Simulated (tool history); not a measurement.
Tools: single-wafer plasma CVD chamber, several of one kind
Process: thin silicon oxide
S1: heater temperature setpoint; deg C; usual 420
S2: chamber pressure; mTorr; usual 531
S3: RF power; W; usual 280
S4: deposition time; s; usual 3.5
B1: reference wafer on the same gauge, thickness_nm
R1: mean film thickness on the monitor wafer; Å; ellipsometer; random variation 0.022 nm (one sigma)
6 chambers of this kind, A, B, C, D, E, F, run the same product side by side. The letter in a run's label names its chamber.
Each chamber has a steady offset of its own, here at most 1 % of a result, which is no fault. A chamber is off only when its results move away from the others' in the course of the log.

run 1E hour=5.9 | S1=420 S2=531 S3=280 S4=3.5 | B1=3.7674 | R1=40.26
run 2A hour=12.1 | S1=420 S2=531 S3=280 S4=3.5 | B1=3.768 | R1=40.182
run 3D hour=22.6 | S1=420 S2=531 S3=280 S4=3.5 | B1=3.7652 | R1=40.367
run 4B hour=30.6 | S1=420 S2=531 S3=280 S4=3.5 | B1=3.7696 | R1=40.292
run 5F hour=38.7 | S1=420 S2=531 S3=280 S4=3.5 | B1=3.7707 | R1=40.139
run 6C hour=46.8 | S1=420 S2=531 S3=280 S4=3.5 | B1=3.7655 | R1=40.33
run 7E hour=58.8 | S1=420 S2=531 S3=280 S4=3.5 | B1=3.7701 | R1=39.626
run 8C hour=66.7 | S1=420 S2=531 S3=280 S4=3.5 | B1=3.772 | R1=40.017
run 9D hour=73.5 | S1=420 S2=484 S3=315 S4=3.5 | B1=3.7737 | R1=38.013
run 10B hour=81.5 | S1=420 S2=484 S3=315 S4=3.5 | B1=3.77 | R1=38.232
run 11F hour=89 | S1=420 S2=484 S3=315 S4=3.5 | B1=3.768 | R1=37.83
-- hour=94.1 chamber D: RF generator calibrated
run 12A hour=98.4 | S1=420 S2=484 S3=315 S4=3.5 | B1=3.7675 | R1=38.32
run 13A hour=107.7 | S1=420 S2=484 S3=315 S4=3.5 | B1=3.7697 | R1=38.138
run 14F hour=113.3 | S1=420 S2=484 S3=315 S4=3.5 | B1=3.7684 | R1=37.732
run 15B hour=124.2 | S1=420 S2=531 S3=280 S4=3.5 | B1=3.7692 | R1=40.303
run 16E hour=132.3 | S1=420 S2=531 S3=280 S4=3.5 | B1=3.7701 | R1=39.601
run 17D hour=140.2 | S1=420 S2=531 S3=280 S4=3.5 | B1=3.771 | R1=40.483
run 18C hour=152.4 | S1=420 S2=531 S3=280 S4=3.5 | B1=3.7654 | R1=39.692
run 19E hour=161 | S1=420 S2=531 S3=280 S4=3.5 | B1=3.7711 | R1=39.853
run 20C hour=168.9 | S1=420 S2=531 S3=280 S4=3.5 | B1=3.7661 | R1=40.648
-- hour=177.2 chamber D: capacitance manometer re-zeroed and calibrated
run 21B hour=177.6 | S1=420 S2=531 S3=280 S4=3.5 | B1=3.7725 | R1=40.338
run 22A hour=186.1 | S1=420 S2=531 S3=280 S4=3.5 | B1=3.775 | R1=40.263
run 23F hour=198 | S1=420 S2=531 S3=280 S4=3.5 | B1=3.7676 | R1=39.841
run 24D hour=210.5 | S1=420 S2=531 S3=280 S4=3.5 | B1=3.7693 | R1=38.167
run 25B hour=221.6 | S1=420 S2=531 S3=280 S4=3.5 | B1=3.7722 | R1=40.344
run 26F hour=231 | S1=406 S2=531 S3=280 S4=3.5 | B1=3.7728 | R1=40.716
run 27E hour=242.6 | S1=406 S2=531 S3=280 S4=3.5 | B1=3.7677 | R1=40.259
run 28D hour=249.4 | S1=406 S2=531 S3=280 S4=3.5 | B1=3.7671 | R1=38.471
run 29A hour=261.3 | S1=406 S2=531 S3=280 S4=3.5 | B1=3.7728 | R1=41.078
run 30C hour=266.9 | S1=406 S2=531 S3=280 S4=3.5 | B1=3.7707 | R1=40.496
run 31D hour=279.1 | S1=406 S2=531 S3=280 S4=3.5 | B1=3.7647 | R1=38.557
run 32E hour=286 | S1=420 S2=531 S3=280 S4=3.5 | B1=3.7739 | R1=39.45
run 33C hour=296.9 | S1=420 S2=531 S3=280 S4=3.5 | B1=3.7753 | R1=40.106
run 34A hour=303.9 | S1=420 S2=531 S3=280 S4=3.5 | B1=3.7641 | R1=40.103
run 35B hour=312.4 | S1=420 S2=531 S3=280 S4=3.5 | B1=3.7683 | R1=40.352
run 36F hour=319.5 | S1=420 S2=531 S3=280 S4=3.5 | B1=3.7687 | R1=39.925
run 37E hour=325.9 | S1=420 S2=531 S3=280 S4=3.5 | B1=3.7683 | R1=39.887

Is one chamber off against the others, does the gauge drift, or is nothing wrong? If a chamber is off, say which, and what the likeliest cause is.

A service left chamber D off against the others.
Cause: true pressure below the setpoint (%) = 4.25.

Here are 4 candidates for chamber D's next run, each the usual settings with a change, their results left as question marks. Which one brings its results back in line with what the others give on the usual settings?
In line means no further than this from the other chambers' mean on the usual settings: R1 0.76 Å
run 38D-1 hour=334.8 | S1=420 S2=516 S3=280 S4=3.44 | R1=?
run 38D-2 hour=334.8 | S1=420 S2=535 S3=280 S4=3.52 | R1=?
run 38D-3 hour=334.8 | S1=420 S2=527 S3=280 S4=3.48 | R1=?
run 38D-4 hour=334.8 | S1=420 S2=545 S3=280 S4=3.55 | R1=?

The other chambers' mean on the usual settings: R1 40.133 Å
run=38D-1 R1=36.335
run=38D-2 R1=38.725
run=38D-3 R1=37.641
run=38D-4 R1=39.878
38D-4 brings the chamber back in line.
